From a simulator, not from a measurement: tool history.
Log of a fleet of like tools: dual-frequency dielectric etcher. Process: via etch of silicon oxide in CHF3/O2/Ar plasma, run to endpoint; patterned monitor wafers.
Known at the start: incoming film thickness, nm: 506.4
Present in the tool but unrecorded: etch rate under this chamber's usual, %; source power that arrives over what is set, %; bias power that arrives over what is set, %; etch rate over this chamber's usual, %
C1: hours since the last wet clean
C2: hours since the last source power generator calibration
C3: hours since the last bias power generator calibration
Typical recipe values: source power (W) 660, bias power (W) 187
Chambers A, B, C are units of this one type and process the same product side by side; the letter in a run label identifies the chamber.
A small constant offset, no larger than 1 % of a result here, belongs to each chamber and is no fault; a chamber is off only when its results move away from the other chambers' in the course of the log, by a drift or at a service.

run 1C day=0.258 | source_power_(W)=660 bias_power_(W)=187 | C1=113.7 C2=633.5 C3=1415.5 | endpoint_time_(s)=245.93
run 2A day=0.604 | source_power_(W)=660 bias_power_(W)=187 | C1=262.7 C2=248.7 C3=2083.7 | endpoint_time_(s)=243.46
run 3B day=0.829 | source_power_(W)=660 bias_power_(W)=187 | C1=35.7 C2=1674.4 C3=93.8 | endpoint_time_(s)=243.8
run 4A day=1.1 | source_power_(W)=660 bias_power_(W)=187 | C1=274.6 C2=260.6 C3=2095.6 | endpoint_time_(s)=244.03
run 5B day=1.275 | source_power_(W)=660 bias_power_(W)=187 | C1=46.4 C2=1685.1 C3=104.5 | endpoint_time_(s)=243.33
run 6C day=1.638 | source_power_(W)=660 bias_power_(W)=187 | C1=146.8 C2=666.6 C3=1448.6 | endpoint_time_(s)=244.49
run 7C day=1.858 | source_power_(W)=660 bias_power_(W)=187 | C1=152.1 C2=671.9 C3=1453.9 | endpoint_time_(s)=245.26
run 8A day=2.133 | source_power_(W)=780 bias_power_(W)=163 | C1=299.4 C2=285.4 C3=2120.4 | endpoint_time_(s)=240.15
run 9B day=2.35 | source_power_(W)=780 bias_power_(W)=163 | C1=72.2 C2=1710.9 C3=130.3 | endpoint_time_(s)=237.62
run 10C day=2.583 | source_power_(W)=780 bias_power_(W)=163 | C1=169.5 C2=689.3 C3=1471.3 | endpoint_time_(s)=240.18
run 11B day=2.925 | source_power_(W)=660 bias_power_(W)=187 | C1=86 C2=1724.7 C3=144.1 | endpoint_time_(s)=243.99
run 12A day=3.142 | source_power_(W)=530 bias_power_(W)=187 | C1=323.6 C2=309.6 C3=2144.6 | endpoint_time_(s)=270.41
run 13C day=3.408 | source_power_(W)=530 bias_power_(W)=187 | C1=189.3 C2=709.1 C3=1491.1 | endpoint_time_(s)=268.33
run 14B day=3.679 | source_power_(W)=530 bias_power_(W)=187 | C1=104.1 C2=1742.8 C3=162.2 | endpoint_time_(s)=265.24
run 15A day=3.929 | source_power_(W)=660 bias_power_(W)=187 | C1=342.5 C2=328.5 C3=2163.5 | endpoint_time_(s)=249.26
run 16B day=4.146 | source_power_(W)=610 bias_power_(W)=172 | C1=115.3 C2=1754 C3=173.4 | endpoint_time_(s)=257.8
run 17A day=4.454 | source_power_(W)=610 bias_power_(W)=172 | C1=355.1 C2=341.1 C3=2176.1 | endpoint_time_(s)=266.87
run 18C day=4.679 | source_power_(W)=610 bias_power_(W)=172 | C1=219.8 C2=739.6 C3=1521.6 | endpoint_time_(s)=259.67
run 19B day=4.971 | source_power_(W)=660 bias_power_(W)=187 | C1=135.1 C2=1773.8 C3=193.2 | endpoint_time_(s)=244.06
run 20A day=5.321 | source_power_(W)=660 bias_power_(W)=187 | C1=375.9 C2=361.9 C3=2196.9 | endpoint_time_(s)=250.86

Next, all 3 chambers run the settings below, one line each with question marks for the results. What does each chamber give?
run 21A day=5.592 | source_power_(W)=660 bias_power_(W)=187 | endpoint_time_(s)=?
run 21B day=5.592 | source_power_(W)=660 bias_power_(W)=187 | endpoint_time_(s)=?
run 21C day=5.592 | source_power_(W)=660 bias_power_(W)=187 | endpoint_time_(s)=?

run=21A endpoint_time_(s)=252.2
run=21B endpoint_time_(s)=242.66
run=21C endpoint_time_(s)=244.84
